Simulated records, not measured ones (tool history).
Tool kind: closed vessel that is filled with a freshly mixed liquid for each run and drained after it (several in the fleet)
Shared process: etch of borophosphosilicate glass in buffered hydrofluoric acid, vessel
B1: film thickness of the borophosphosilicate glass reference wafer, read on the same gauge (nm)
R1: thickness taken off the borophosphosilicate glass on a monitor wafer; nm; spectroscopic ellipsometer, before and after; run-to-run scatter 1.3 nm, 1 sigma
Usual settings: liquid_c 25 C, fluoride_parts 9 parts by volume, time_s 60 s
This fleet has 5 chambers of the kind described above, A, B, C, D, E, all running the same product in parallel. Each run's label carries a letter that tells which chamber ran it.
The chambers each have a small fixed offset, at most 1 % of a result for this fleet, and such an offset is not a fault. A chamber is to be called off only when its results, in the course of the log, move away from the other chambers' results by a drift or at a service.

Run 1E, hour 11.8: usual settings; B1 110. Result: R1 128.17 nm.
Run 2C, hour 19.9: usual settings; B1 110.01. Result: R1 127.66 nm.
Run 3A, hour 31.9: usual settings; B1 110.02. Result: R1 128.51 nm.
Run 4D, hour 39.4: usual settings; B1 110.01. Result: R1 128.43 nm.
Run 5B, hour 48.9: usual settings but liquid_c 28.5 C, time_s 75 s; B1 110.01. Result: R1 190.49 nm.
Run 6C, hour 58.5: usual settings but liquid_c 28.5 C, time_s 75 s; B1 110. Result: R1 194.84 nm.
Run 7D, hour 68.4: usual settings but liquid_c 28.5 C, time_s 75 s; B1 110.01. Result: R1 196.07 nm.
Run 8E, hour 79.6: usual settings but liquid_c 28.5 C, time_s 75 s; B1 110.01. Result: R1 190.93 nm.
Run 9A, hour 85.9: usual settings but liquid_c 28.5 C, time_s 75 s; B1 110.02. Result: R1 193.5 nm.
Run 10B, hour 94.5: usual settings; B1 109.96. Result: R1 128.03 nm.
Run 11B, hour 102.2: usual settings; B1 109.95. Result: R1 129.13 nm.
Run 12A, hour 109.9: usual settings; B1 109.98. Result: R1 126.98 nm.
Run 13E, hour 117.1: usual settings; B1 110.01. Result: R1 127.34 nm.
Run 14D, hour 125.9: usual settings; B1 109.99. Result: R1 130.56 nm.
At hour 128.4: chamber B: hydrofluoric acid flow meter replaced.
Run 15C, hour 136.6: usual settings; B1 109.97. Result: R1 128.42 nm.
Run 16D, hour 146: usual settings but fluoride_parts 12 parts by volume, time_s 80 s; B1 110. Result: R1 135.95 nm.
Run 17C, hour 159.5: usual settings but fluoride_parts 12 parts by volume, time_s 80 s; B1 110.01. Result: R1 131.35 nm.
Run 18B, hour 172.3: usual settings but fluoride_parts 12 parts by volume, time_s 80 s; B1 109.98. Result: R1 132.54 nm.
Run 19A, hour 180.6: usual settings but fluoride_parts 12 parts by volume, time_s 80 s; B1 110.01. Result: R1 132.53 nm.
Run 20E, hour 190.2: usual settings but fluoride_parts 12 parts by volume, time_s 80 s; B1 110. Result: R1 131.54 nm.
Run 21A, hour 201.2: usual settings but liquid_c 29 C; B1 109.98. Result: R1 157.92 nm.
Run 22B, hour 208.5: usual settings but liquid_c 29 C; B1 110.01. Result: R1 157.06 nm.
Run 23E, hour 217.9: usual settings but liquid_c 29 C; B1 110.03. Result: R1 155.76 nm.
Run 24D, hour 227.9: usual settings but liquid_c 29 C; B1 110.04. Result: R1 156.28 nm.
Run 25C, hour 238.1: usual settings but liquid_c 29 C; B1 109.99. Result: R1 162.76 nm.
Run 26D, hour 250.8: usual settings; B1 109.96. Result: R1 131.27 nm.
Run 27A, hour 258.2: usual settings; B1 109.95. Result: R1 129.12 nm.
Run 28C, hour 269.6: usual settings; B1 110.02. Result: R1 126.27 nm.
Run 29E, hour 280.6: usual settings but liquid_c 27.5 C, fluoride_parts 12 parts by volume; B1 110. Result: R1 114.16 nm.
At hour 281.1: chamber C: hydrofluoric acid flow meter replaced.
Run 30B, hour 289.3: usual settings but liquid_c 27.5 C, fluoride_parts 12 parts by volume; B1 110.01. Result: R1 114.82 nm.
Run 31C, hour 296.4: usual settings but liquid_c 27.5 C, fluoride_parts 12 parts by volume; B1 109.99. Result: R1 113.59 nm.
At hour 301.5: chamber D: hydrofluoric acid flow meter replaced.
Run 32B, hour 303.3: usual settings but liquid_c 27.5 C, fluoride_parts 12 parts by volume; B1 109.99. Result: R1 113.9 nm.
Run 33A, hour 312.3: usual settings but liquid_c 27.5 C, fluoride_parts 12 parts by volume; B1 109.98. Result: R1 114.5 nm.
At hour 312.9: chamber E: thermometer replaced.
Run 34D, hour 319.1: usual settings; B1 110.02. Result: R1 129.03 nm.
Run 35E, hour 328.1: usual settings; B1 110. Result: R1 127.18 nm.
Run 36B, hour 340.4: usual settings; B1 109.98. Result: R1 128.45 nm.
Run 37C, hour 347.6: usual settings; B1 110.01. Result: R1 127.67 nm.
Run 38E, hour 354.6: usual settings; B1 110. Result: R1 128 nm.
Run 39A, hour 368.9: usual settings; B1 109.99. Result: R1 129.28 nm.
Run 40D, hour 380.9: usual settings; B1 110.06. Result: R1 131.2 nm.

What goes on in this fleet: one chamber off, a drifting gauge, or nothing beyond the chambers' own small offsets? Name the chamber and the cause, if any.

Beyond each chamber's small constant offset nothing stands out, and the gauge stays steady.
